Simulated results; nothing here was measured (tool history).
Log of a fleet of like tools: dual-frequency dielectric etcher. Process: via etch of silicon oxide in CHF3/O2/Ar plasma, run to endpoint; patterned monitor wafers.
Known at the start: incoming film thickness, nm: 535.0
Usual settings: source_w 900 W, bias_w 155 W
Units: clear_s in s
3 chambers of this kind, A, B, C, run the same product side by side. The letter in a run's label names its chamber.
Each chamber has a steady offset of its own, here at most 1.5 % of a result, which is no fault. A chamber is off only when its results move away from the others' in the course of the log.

| run | hour | source_w | bias_w | hours since the last wet clean | hours since the last source power generator calibration | hours since the last bias power generator calibration | clear_s |
|---|---|---|---|---|---|---|---|
| 1C | 9.0 | 900 | 155 | 227.5 | 1405.5 | 884.0 | 241.55 |
| 2B | 17.1 | 900 | 155 | 23.4 | 843.7 | 816.4 | 242.85 |
| 3A | 27.9 | 900 | 155 | 484.0 | 1173.4 | 985.8 | 246.47 |
| 4C | 40.3 | 900 | 155 | 258.8 | 1436.8 | 915.3 | 237.25 |
| 5B | 47.3 | 900 | 155 | 53.6 | 873.9 | 846.6 | 242.05 |
| 6A | 60.2 | 1110 | 155 | 516.3 | 1205.7 | 1018.1 | 222.07 |
| 7A | 69.8 | 1110 | 155 | 525.9 | 1215.3 | 1027.7 | 220.68 |
| 8B | 79.5 | 1110 | 155 | 85.8 | 906.1 | 878.8 | 224.26 |
| 9C | 92.7 | 1110 | 185 | 311.2 | 1489.2 | 967.7 | 208.71 |
| 10B | 107.4 | 1110 | 185 | 113.7 | 934.0 | 906.7 | 209.06 |
| 11C | 121.1 | 1110 | 185 | 339.6 | 1517.6 | 996.1 | 212.24 |
| 12A | 131.0 | 900 | 155 | 587.1 | 1276.5 | 1088.9 | 240.74 |
| 13C | 141.1 | 900 | 141 | 359.6 | 1537.6 | 1016.1 | 245.66 |
|  | 143.6 | chamber A: wet clean of the chamber |
| 14B | 154.7 | 900 | 141 | 161.0 | 981.3 | 954.0 | 246.55 |
| 15A | 163.3 | 900 | 141 | 19.7 | 1308.8 | 1121.2 | 239.43 |
| 16C | 174.6 | 900 | 155 | 393.1 | 1571.1 | 1049.6 | 236.67 |
| 17A | 189.2 | 900 | 155 | 45.6 | 1334.7 | 1147.1 | 229.68 |
| 18B | 203.0 | 900 | 155 | 209.3 | 1029.6 | 1002.3 | 243.07 |
| 19A | 213.0 | 900 | 155 | 69.4 | 1358.5 | 1170.9 | 230.58 |
| 20B | 223.6 | 900 | 155 | 229.9 | 1050.2 | 1022.9 | 239.99 |
| 21C | 232.5 | 900 | 179 | 451.0 | 1629.0 | 1107.5 | 229.50 |

Next, every chamber runs the same settings. What will each give?
| 22A | 243.9 | 900 | 118 |  |  |  | ? |
| 22B | 243.9 | 900 | 118 |  |  |  | ? |
| 22C | 243.9 | 900 | 118 |  |  |  | ? |

| run | clear_s |
|---|---|
| 22A | 251.15 |
| 22B | 260.56 |
| 22C | 262.55 |
